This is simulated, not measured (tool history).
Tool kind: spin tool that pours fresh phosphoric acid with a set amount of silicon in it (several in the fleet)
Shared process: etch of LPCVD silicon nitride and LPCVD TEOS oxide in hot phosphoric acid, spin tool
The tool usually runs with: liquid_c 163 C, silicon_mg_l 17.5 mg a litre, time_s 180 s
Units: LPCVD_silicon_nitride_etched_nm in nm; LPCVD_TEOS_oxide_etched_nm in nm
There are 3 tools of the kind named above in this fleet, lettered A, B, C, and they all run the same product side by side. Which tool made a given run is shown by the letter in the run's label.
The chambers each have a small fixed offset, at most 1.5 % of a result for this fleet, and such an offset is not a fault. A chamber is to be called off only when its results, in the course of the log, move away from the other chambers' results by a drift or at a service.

| run | hour | liquid_c | silicon_mg_l | time_s | hours since the thermometer was replaced | hours since the dissolved silicon flow meter was replaced | hours since the heated supply line was repaired | read-back film thickness of the LPCVD silicon nitride reference wafer, read on the same gauge (nm) | read-back film thickness of the LPCVD TEOS oxide reference wafer, read on the same gauge (nm) | LPCVD_silicon_nitride_etched_nm | LPCVD_TEOS_oxide_etched_nm |
|---|---|---|---|---|---|---|---|---|---|---|---|
| 1B | 10.5 | 163 | 17.5 | 180 | 388.8 | 1486.3 | 930.5 | 70.007 | 60.02 | 16.672 | 0.76134 |
| 2A | 16.4 | 163 | 17.5 | 180 | 592.4 | 557 | 1416 | 70.018 | 60.035 | 16.559 | 0.76554 |
| 3C | 27.2 | 163 | 17.5 | 180 | 60.8 | 1833.7 | 897.5 | 70.006 | 60.044 | 16.844 | 0.74426 |
| 4B | 37.9 | 163 | 17.5 | 180 | 416.2 | 1513.7 | 957.9 | 70.004 | 59.975 | 16.488 | 0.73113 |
|  | 39 | chamber C: dissolved silicon flow meter replaced |
| 5A | 44.5 | 163 | 17.5 | 180 | 620.5 | 585.1 | 1444.1 | 70.017 | 59.966 | 16.319 | 0.7109 |
| 6C | 53.4 | 163 | 17.5 | 180 | 87 | 14.5 | 923.7 | 70.025 | 59.989 | 16.859 | 0.71766 |
| 7C | 59.1 | 163 | 17.5 | 180 | 92.7 | 20.2 | 929.4 | 70.019 | 60.003 | 16.936 | 0.72307 |
| 8B | 68.4 | 164 | 26 | 180 | 446.7 | 1544.2 | 988.4 | 69.987 | 60.021 | 17.188 | 0.60762 |
| 9A | 80.7 | 164 | 26 | 180 | 656.7 | 621.3 | 1480.3 | 70.017 | 60.007 | 17.274 | 0.60819 |
| 10B | 86.2 | 164 | 26 | 180 | 464.5 | 1562 | 1006.2 | 69.968 | 59.966 | 17.282 | 0.61096 |
| 11C | 94.7 | 163 | 17.5 | 180 | 128.3 | 55.8 | 965 | 70.005 | 60.047 | 16.697 | 0.72184 |
| 12A | 105.8 | 163 | 17.5 | 180 | 681.8 | 646.4 | 1505.4 | 69.995 | 60 | 16.602 | 0.75568 |
| 13B | 113.4 | 161 | 17.5 | 80 | 491.7 | 1589.2 | 1033.4 | 69.978 | 60.002 | 6.8447 | 0.2738 |
| 14C | 125.7 | 161 | 17.5 | 80 | 159.3 | 86.8 | 996 | 70.023 | 59.993 | 6.9494 | 0.29121 |
| 15A | 132.8 | 161 | 17.5 | 80 | 708.8 | 673.4 | 1532.4 | 70.012 | 59.98 | 6.847 | 0.27439 |
| 16B | 144.8 | 163 | 17.5 | 180 | 523.1 | 1620.6 | 1064.8 | 70.009 | 59.948 | 16.921 | 0.76176 |
| 17C | 153.2 | 163 | 17.5 | 180 | 186.8 | 114.3 | 1023.5 | 70.024 | 59.98 | 16.8 | 0.74817 |
| 18A | 165.1 | 163 | 17.5 | 180 | 741.1 | 705.7 | 1564.7 | 69.984 | 59.994 | 16.364 | 0.7678 |
| 19A | 176.8 | 163 | 27 | 215 | 752.8 | 717.4 | 1576.4 | 70.004 | 60.015 | 19.35 | 0.65783 |
| 20C | 184.3 | 163 | 27 | 215 | 217.9 | 145.4 | 1054.6 | 70.047 | 59.998 | 19.81 | 0.64149 |
| 21B | 189.7 | 163 | 27 | 215 | 568 | 1665.5 | 1109.7 | 69.977 | 59.999 | 20.227 | 0.69604 |
| 22B | 195.3 | 163 | 17.5 | 180 | 573.6 | 1671.1 | 1115.3 | 70.003 | 59.965 | 17.103 | 0.77789 |
| 23A | 203.4 | 163 | 17.5 | 180 | 779.4 | 744 | 1603 | 70.013 | 59.932 | 16.385 | 0.73355 |
| 24C | 210.9 | 166 | 17.5 | 215 | 244.5 | 172 | 1081.2 | 69.99 | 59.946 | 22.065 | 1.1101 |
| 25A | 216.4 | 166 | 17.5 | 215 | 792.4 | 757 | 1616 | 70.024 | 59.988 | 21.646 | 1.0019 |
| 26B | 227.9 | 166 | 17.5 | 215 | 606.2 | 1703.7 | 1147.9 | 69.975 | 59.997 | 22.391 | 1.1654 |
| 27C | 233.3 | 163 | 17.5 | 180 | 266.9 | 194.4 | 1103.6 | 70.02 | 60.004 | 16.825 | 0.73464 |
|  | 233.8 | chamber B: dissolved silicon flow meter replaced |
| 28A | 240.2 | 163 | 17.5 | 180 | 816.2 | 780.8 | 1639.8 | 70.023 | 60.015 | 16.399 | 0.72983 |
| 29C | 246.1 | 163 | 17.5 | 180 | 279.7 | 207.2 | 1116.4 | 70.018 | 59.975 | 16.865 | 0.73422 |
| 30B | 252 | 163 | 17.5 | 180 | 630.3 | 18.3 | 1172 | 69.993 | 59.978 | 17.243 | 0.83336 |
| 31C | 260.9 | 163 | 17.5 | 180 | 294.5 | 222 | 1131.2 | 70.023 | 59.996 | 16.79 | 0.77535 |
| 32B | 271.8 | 163 | 17.5 | 180 | 650.1 | 38.1 | 1191.8 | 70.014 | 59.994 | 17.45 | 0.83021 |

All 3 chambers run these settings next. Forecast each chamber's results:
| 33A | 280.6 | 162 | 17.5 | 180 |  |  |  |  |  | ? | ? |
| 33B | 280.6 | 162 | 17.5 | 180 |  |  |  |  |  | ? | ? |
| 33C | 280.6 | 162 | 17.5 | 180 |  |  |  |  |  | ? | ? |

| run | LPCVD_silicon_nitride_etched_nm | LPCVD_TEOS_oxide_etched_nm |
|---|---|---|
| 33A | 15.881 | 0.70739 |
| 33B | 16.98 | 0.75671 |
| 33C | 16.361 | 0.71066 |

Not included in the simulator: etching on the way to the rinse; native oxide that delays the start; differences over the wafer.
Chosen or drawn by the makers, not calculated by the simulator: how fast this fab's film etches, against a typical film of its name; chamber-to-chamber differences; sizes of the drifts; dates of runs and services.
